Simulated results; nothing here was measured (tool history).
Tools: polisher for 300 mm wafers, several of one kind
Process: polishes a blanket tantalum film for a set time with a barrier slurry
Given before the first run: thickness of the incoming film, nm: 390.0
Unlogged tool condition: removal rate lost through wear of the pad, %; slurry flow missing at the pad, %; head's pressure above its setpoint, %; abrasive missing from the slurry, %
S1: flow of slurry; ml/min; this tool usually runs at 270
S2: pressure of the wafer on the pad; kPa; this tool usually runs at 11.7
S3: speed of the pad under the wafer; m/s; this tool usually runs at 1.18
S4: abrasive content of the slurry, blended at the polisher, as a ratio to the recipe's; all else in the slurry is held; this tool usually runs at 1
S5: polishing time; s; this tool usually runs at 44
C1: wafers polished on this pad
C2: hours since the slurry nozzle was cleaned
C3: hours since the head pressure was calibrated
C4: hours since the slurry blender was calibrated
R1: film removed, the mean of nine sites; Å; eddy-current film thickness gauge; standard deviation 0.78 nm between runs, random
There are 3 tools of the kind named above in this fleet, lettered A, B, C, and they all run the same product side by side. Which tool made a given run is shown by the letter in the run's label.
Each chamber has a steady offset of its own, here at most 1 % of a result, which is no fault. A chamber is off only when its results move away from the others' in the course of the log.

run   hour   S1    S2    S3  S4  S5    C1     C2      C3     C4       R1
 1A   11.7  270  11.7  1.18   1  44   649  127.9   185.0   77.7   790.74
      18.0  -- chamber B: slurry nozzle cleaned
 2C   20.6  270  11.7  1.18   1  44   769  163.3    96.3  114.4   790.38
      26.2  -- chamber A: worn pad replaced by a new one
 3B   29.6  270  11.7  1.18   1  44   931   11.7  1027.4   35.9   788.99
      31.0  -- chamber C: worn pad replaced by a new one
      38.6  -- chamber B: worn pad replaced by a new one
 4A   41.3  270  11.7  1.18   1  44   155  157.5   214.6  107.3   784.42
      45.9  -- chamber C: slurry blender recalibrated
 5B   49.3  270  11.7  1.18   1  44   110   31.4  1047.1   55.6   785.30
 6C   58.2  270  11.7  1.18   1  44   280  200.9   133.9   12.4   799.92
 7C   67.2  270  11.7  1.18   1  44   372  209.9   142.9   21.4   784.68
 8A   77.0  270  11.7  1.18   1  44   522  193.2   250.3  143.0   788.68
 9B   90.4  270  11.7  1.18   1  44   532   72.5  1088.2   96.7   787.91
      92.7  -- chamber A: slurry blender recalibrated
      98.1  -- chamber A: worn pad replaced by a new one
10B  100.2  270  11.7  1.18   1  44   633   82.3  1098.0  106.5   786.71
11A  107.1  270  11.7  1.18   1  44    92  223.3   280.4   14.4   785.97
     112.7  -- chamber B: slurry blender recalibrated
12C  117.7  270  11.7  1.18   1  44   891  260.4   193.4   71.9   785.70
13C  128.8  270  11.7  1.18   1  44  1005  271.5   204.5   83.0   770.30
     133.2  -- chamber C: worn pad replaced by a new one
14A  138.9  270  11.7  1.18   1  44   419  255.1   312.2   46.2   800.51
15B  151.5  270  11.7  1.18   1  44  1160  133.6  1149.3   38.8   804.09
     160.0  -- chamber B: worn pad replaced by a new one
16B  164.4  270  11.7  1.18   1  44    45  146.5  1162.2   51.7   787.16
     172.3  -- chamber A: worn pad replaced by a new one
17A  176.8  270  11.7  1.18   1  44    46  293.0   350.1   84.1   803.20
18C  189.3  270  15.2  1.18   1  44   576  332.0   265.0  143.5  1012.30
     196.9  -- chamber C: slurry blender recalibrated
19C  199.4  270  15.2  1.18   1  44   680  342.1   275.1    2.6  1002.80
20B  210.8  270  15.2  1.18   1  44   522  192.9  1208.6   98.1  1033.00
21A  219.3  270  11.7  1.18   1  44   483  335.5   392.6  126.6   830.86
     222.5  -- chamber B: slurry blender recalibrated
     227.4  -- chamber C: worn pad replaced by a new one
22C  230.8  270  11.7  1.18   1  44    35  373.5   306.5   34.0   795.02
     233.8  -- chamber A: slurry nozzle cleaned
23B  243.4  270  11.7  1.18   1  44   856  225.5  1241.2   21.0   784.66
     243.5  -- chamber A: worn pad replaced by a new one
24A  249.9  270  11.7  1.04   1  44    66   16.2   423.2  157.2   735.20
25C  261.0  270  11.7  1.04   1  44   345  403.7   336.7   64.2   704.95
     271.8  -- chamber B: worn pad replaced by a new one
26B  275.6  270  11.7  1.04   1  44    39  257.7  1273.4   53.2   706.00
27A  287.1  270  11.7  1.18   1  44   448   53.4   460.4  194.4   846.99
     289.5  -- chamber A: slurry blender recalibrated
28C  296.1  270  11.7  1.18   1  44   705  438.8   371.8   99.3   772.19
29A  307.9  270  11.7  1.18   1  44   661   74.2   481.2   18.5   859.12
30B  322.4  270  11.7  1.18   1  44   519  304.5  1320.2  100.0   785.50
     330.0  -- chamber A: worn pad replaced by a new one
31A  333.3  205  11.7  1.18   1  50    33   99.6   506.6   43.9   960.86
32B  341.8  205  11.7  1.18   1  50   719  323.9  1339.6  119.4   879.17

Predict what each chamber gives when all 3 of them run the settings below next.
33A  352.5  270  11.7  1.18   1  44                   ?
33B  352.5  270  11.7  1.18   1  44                   ?
33C  352.5  270  11.7  1.18   1  44                   ?

run      R1
33A  881.48
33B  798.48
33C  774.73

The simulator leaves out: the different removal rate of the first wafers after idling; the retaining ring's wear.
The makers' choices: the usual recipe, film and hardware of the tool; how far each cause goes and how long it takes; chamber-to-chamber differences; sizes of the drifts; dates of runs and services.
